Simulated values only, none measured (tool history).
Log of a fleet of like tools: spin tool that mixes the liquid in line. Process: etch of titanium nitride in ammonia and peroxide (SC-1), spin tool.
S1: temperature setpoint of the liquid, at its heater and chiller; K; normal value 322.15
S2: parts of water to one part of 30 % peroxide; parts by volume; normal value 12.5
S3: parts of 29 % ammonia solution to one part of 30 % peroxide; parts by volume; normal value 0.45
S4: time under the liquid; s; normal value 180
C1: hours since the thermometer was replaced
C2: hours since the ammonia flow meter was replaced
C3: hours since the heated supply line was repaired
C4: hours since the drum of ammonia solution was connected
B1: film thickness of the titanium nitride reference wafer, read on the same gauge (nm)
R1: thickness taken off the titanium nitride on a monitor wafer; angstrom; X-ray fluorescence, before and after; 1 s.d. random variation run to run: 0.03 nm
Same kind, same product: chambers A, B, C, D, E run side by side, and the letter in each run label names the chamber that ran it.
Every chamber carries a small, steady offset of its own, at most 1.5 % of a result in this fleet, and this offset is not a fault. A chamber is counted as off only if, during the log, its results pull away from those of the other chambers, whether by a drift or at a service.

run,day,S1,S2,S3,S4,C1,C2,C3,C4,B1,R1
# day 0.117: chamber A: ammonia flow meter replaced
1B,0.258,322.15,12.5,0.45,180,1030.1,504.9,794.4,216.6,30,69.738
2E,0.492,322.15,12.5,0.45,180,45.4,1410.7,1058.9,280.8,29.976,68.644
3A,0.758,322.15,12.5,0.45,180,788.4,15.4,861.6,162.6,29.995,67.736
4C,0.967,322.15,12.5,0.45,180,325.8,701.2,279.5,268.7,29.98,68.254
5D,1.142,322.15,12.5,0.45,180,138.5,372.8,3219.9,265.5,30.004,68.989
6D,1.283,322.15,12.5,0.45,180,141.9,376.2,3223.3,268.9,29.981,68.701
# day 1.292: chamber E: ammonia flow meter replaced
7E,1.483,322.15,12.5,0.45,180,69.2,4.6,1082.7,304.6,29.988,68.511
8A,1.733,322.15,12.5,0.45,180,811.8,38.8,885,186,30.005,68.776
9B,2.017,322.15,12.5,0.45,180,1072.3,547.1,836.6,258.8,30.007,69.752
# day 2.083: chamber B: new drum of ammonia solution connected
10C,2.212,322.15,12.5,0.45,180,355.7,731.1,309.4,298.6,30.027,68.748
11C,2.408,322.15,12.5,0.45,180,360.4,735.8,314.1,303.3,30.007,68.377
12B,2.633,322.15,12.5,0.45,180,1087.1,561.9,851.4,13.3,30.013,70.047
13D,2.9,322.15,12.5,0.45,180,180.7,415,3262.1,307.7,30.002,68.73
14E,3.108,322.15,12.5,0.45,180,108.2,43.6,1121.7,343.6,29.979,68.227
15A,3.288,322.15,15.5,0.25,180,849.1,76.1,922.3,223.3,30.024,54.692
16C,3.479,322.15,15.5,0.25,180,386.1,761.5,339.8,329,30.031,54.38
17B,3.754,322.15,15.5,0.25,180,1114,588.8,878.3,40.2,30.035,55.591
18E,4.033,322.15,15.5,0.25,180,130.4,65.8,1143.9,365.8,29.997,53.987
19A,4.158,322.15,15.5,0.25,180,870,97,943.2,244.2,29.983,54.348
20D,4.429,322.15,12.5,0.45,180,217.4,451.7,3298.8,344.4,29.957,68.657
21D,4.65,322.15,12.5,0.45,180,222.7,457,3304.1,349.7,30.068,69.163
22B,4.838,322.15,12.5,0.45,180,1140,614.8,904.3,66.2,30.009,69.879
23A,4.992,322.15,7.5,0.45,180,890,117,963.2,264.2,30.007,88.427
24E,5.133,322.15,7.5,0.45,180,156.8,92.2,1170.3,392.2,29.997,88.926
25C,5.279,322.15,7.5,0.45,180,429.3,804.7,383,372.2,30.047,88.118
26D,5.488,322.15,7.5,0.45,180,242.8,477.1,3324.2,369.8,29.958,89.708
27A,5.712,322.15,7.5,0.45,180,907.3,134.3,980.5,281.5,30.013,88.77
28E,5.958,322.15,12.5,0.45,180,176.6,112,1190.1,412,29.988,68.611
29C,6.104,322.15,12.5,0.45,180,449.1,824.5,402.8,392,29.983,68.221
30B,6.296,322.15,12.5,0.45,180,1175,649.8,939.3,101.2,30.007,70.122
31C,6.45,322.15,12.5,0.45,180,457.4,832.8,411.1,400.3,29.993,68.658
32E,6.738,322.15,12.5,0.45,180,195.3,130.7,1208.8,430.7,29.981,68.469
33D,7.025,322.15,12.5,0.45,180,279.7,514,3361.1,406.7,30.025,68.721
34B,7.242,322.15,12.5,0.45,180,1197.7,672.5,962,123.9,29.991,70.337

Predict what each chamber gives when all 5 of them run the settings below next.
35A,7.446,322.15,12.5,0.45,180,,,,,,?
35B,7.446,322.15,12.5,0.45,180,,,,,,?
35C,7.446,322.15,12.5,0.45,180,,,,,,?
35D,7.446,322.15,12.5,0.45,180,,,,,,?
35E,7.446,322.15,12.5,0.45,180,,,,,,?

run,R1
35A,68.57
35B,69.795
35C,67.721
35D,68.994
35E,68.305
